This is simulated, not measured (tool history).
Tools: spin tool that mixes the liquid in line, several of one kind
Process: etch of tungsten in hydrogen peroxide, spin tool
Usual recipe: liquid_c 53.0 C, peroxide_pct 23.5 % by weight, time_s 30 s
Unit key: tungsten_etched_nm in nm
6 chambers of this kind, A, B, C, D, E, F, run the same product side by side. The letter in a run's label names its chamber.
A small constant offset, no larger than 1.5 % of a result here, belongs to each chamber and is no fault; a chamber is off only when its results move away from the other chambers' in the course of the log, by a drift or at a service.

run     day  liquid_c  peroxide_pct  time_s  hours since the thermometer was replaced  hours since the peroxide flow meter was replaced  hours since the heated supply line was repaired  hours since the drum of peroxide was connected  read-back film thickness of the tungsten reference wafer, read on the same gauge (nm)  tungsten_etched_nm
 1F   0.317      53.0          23.5      30                                     675.4                                             489.0                                           1123.6                                           682.3                                                                                 89.995              72.660
 2A   0.929      53.0          23.5      30                                     565.7                                             773.9                                           1943.4                                          1114.4                                                                                 90.023              72.878
 3B   1.529      53.0          23.5      30                                     291.7                                              99.8                                            305.9                                           346.9                                                                                 89.998              74.476
 4D   1.883      53.0          23.5      30                                     161.6                                            1569.3                                           1029.3                                           352.6                                                                                 89.953              74.375
 5C   2.521      53.0          23.5      30                                     735.4                                             535.0                                           2557.7                                           413.6                                                                                 90.037              73.807
      2.854  -- chamber B: new drum of peroxide connected
 6E   3.121      53.0          23.5      30                                     158.3                                             590.9                                            195.9                                           299.2                                                                                 90.014              73.485
 7D   3.675      53.0          23.5      30                                     204.6                                            1612.3                                           1072.3                                           395.6                                                                                 89.972              74.900
 8F   4.292      53.0          21.0      45                                     770.8                                             584.4                                           1219.0                                           777.7                                                                                 89.997             103.340
 9B   4.608      53.0          21.0      45                                     365.6                                             173.7                                            379.8                                            42.1                                                                                 90.055             103.730
10C   4.967      53.0          21.0      45                                     794.1                                             593.7                                           2616.4                                           472.3                                                                                 89.983             104.290
11A   5.438      53.0          21.0      45                                     673.9                                             882.1                                           2051.6                                          1222.6                                                                                 90.018             103.040
12E   5.996      53.0          21.0      45                                     227.3                                             659.9                                            264.9                                           368.2                                                                                 89.967             103.400
13A   6.304      53.0          21.0      45                                     694.7                                             902.9                                           2072.4                                          1243.4                                                                                 90.047             102.570
14F   6.721      53.0          23.5      30                                     829.1                                             642.7                                           1277.3                                           836.0                                                                                 90.005              73.022
15B   7.204      53.0          23.5      30                                     427.9                                             236.0                                            442.1                                           104.4                                                                                 89.993              74.365
      7.254  -- chamber A: peroxide flow meter replaced
16E   7.521      53.0          23.5      30                                     263.9                                             696.5                                            301.5                                           404.8                                                                                 90.042              72.893
17C   8.008      53.0          26.5      40                                     867.1                                             666.7                                           2689.4                                           545.3                                                                                 89.983             104.000
18D   8.392      53.0          26.5      40                                     317.8                                            1725.5                                           1185.5                                           508.8                                                                                 89.985             106.170
      8.829  -- chamber F: new drum of peroxide connected
19F   8.888      53.0          26.5      40                                     881.1                                             694.7                                           1329.3                                             1.4                                                                                 90.013             104.640
      9.138  -- chamber A: new drum of peroxide connected
20B   9.279      53.0          26.5      40                                     477.7                                             285.8                                            491.9                                           154.2                                                                                 90.000             104.560
21A   9.900      53.0          26.5      40                                     781.0                                              63.6                                           2158.7                                            18.4                                                                                 89.973             104.160
      9.967  -- chamber F: thermometer replaced
22C  10.400      53.0          26.5      40                                     924.5                                             724.1                                           2746.8                                           602.7                                                                                 90.014             104.520
23E  10.792      53.0          28.0      35                                     342.4                                             775.0                                            380.0                                           483.3                                                                                 89.997              94.165
24D  11.262      53.0          28.0      35                                     386.7                                            1794.4                                           1254.4                                           577.7                                                                                 89.949              95.661
25C  11.746      53.0          28.0      35                                     956.8                                             756.4                                           2779.1                                           635.0                                                                                 89.991              94.620
     12.183  -- chamber E: new drum of peroxide connected
26B  12.308      53.0          28.0      35                                     550.4                                             358.5                                            564.6                                           226.9                                                                                 89.990              94.210
27A  12.971      53.0          28.0      35                                     854.7                                             137.3                                           2232.4                                            92.1                                                                                 89.977              93.104
28F  13.550      53.0          28.0      35                                      86.1                                             806.6                                           1441.2                                           113.3                                                                                 89.995              93.425
29E  14.100      53.0          23.5      30                                     421.8                                             854.4                                            459.4                                            46.0                                                                                 90.059              73.226
30D  14.604      61.5          27.0      30                                     466.9                                            1874.6                                           1334.6                                           657.9                                                                                 90.004             130.540
     14.938  -- chamber E: peroxide flow meter replaced
31E  15.133      61.5          27.0      30                                     446.6                                               4.8                                            484.2                                            70.8                                                                                 90.024             130.060
32F  15.571      61.5          27.0      30                                     134.6                                             855.1                                           1489.7                                           161.8                                                                                 89.988             127.090
33A  16.088      61.5          27.0      30                                     929.5                                             212.1                                           2307.2                                           166.9                                                                                 90.047             129.210
34C  16.562      61.5          27.0      30                                    1072.4                                             872.0                                           2894.7                                           750.6                                                                                 89.997             134.530
     16.767  -- chamber B: new drum of peroxide connected
35D  16.975      61.5          27.0      30                                     523.8                                            1931.5                                           1391.5                                           714.8                                                                                 90.020             132.740
36B  17.492      53.0          23.5      30                                     674.8                                             482.9                                            689.0                                            17.4                                                                                 89.997              74.473
37A  18.138      53.0          23.5      30                                     978.7                                             261.3                                           2356.4                                           216.1                                                                                 89.979              73.738
38B  18.796      53.0          23.5      30                                     706.1                                             514.2                                            720.3                                            48.7                                                                                 90.000              73.027
39C  19.396      53.0          23.5      30                                    1140.4                                             940.0                                           2962.7                                           818.6                                                                                 89.967              76.307
40E  19.804      53.0          23.5      30                                     558.7                                             116.9                                            596.3                                           182.9                                                                                 90.071              74.329
41D  20.396      53.0          23.5      30                                     605.9                                            2013.6                                           1473.6                                           796.9                                                                                 90.010              74.982
42F  20.933      53.0          23.5      20                                     263.3                                             983.8                                           1618.4                                           290.5                                                                                 90.044              48.593

Does one chamber stand apart from the rest, does the shared gauge drift, or is all well apart from small per-chamber offsets? Give the chamber and the most likely cause, where there is one.

One chamber, C, drifts off from the rest bit by bit.
What lies behind it: liquid hotter than its thermometer reads (K) = 0.709.
It could be hard to tell apart here from: peroxide flow above the setpoint (%).

Chamber C could run next with any of the 4 candidate recipes listed below; each alters the usual settings, and their results appear as question marks. Which one brings its results back in line with what the other chambers deliver on the usual settings?
A result is in line if it is within this distance of the other chambers' mean on the usual settings: tungsten_etched_nm 2.000 nm
43C-1  21.408      53.0          21.5      30                                                                                                                                                                                                                                                                                                       ?
43C-2  21.408      54.5          24.0      30                                                                                                                                                                                                                                                                                                       ?
43C-3  21.408      53.0          25.5      30                                                                                                                                                                                                                                                                                                       ?
43C-4  21.408      51.5          23.0      30                                                                                                                                                                                                                                                                                                       ?

What the other chambers average on the usual settings: tungsten_etched_nm 73.861 nm
  run  tungsten_etched_nm
43C-1              73.678
43C-2              85.058
43C-3              80.242
43C-4              69.646
It is 43C-1 that realigns the chamber with its peers.
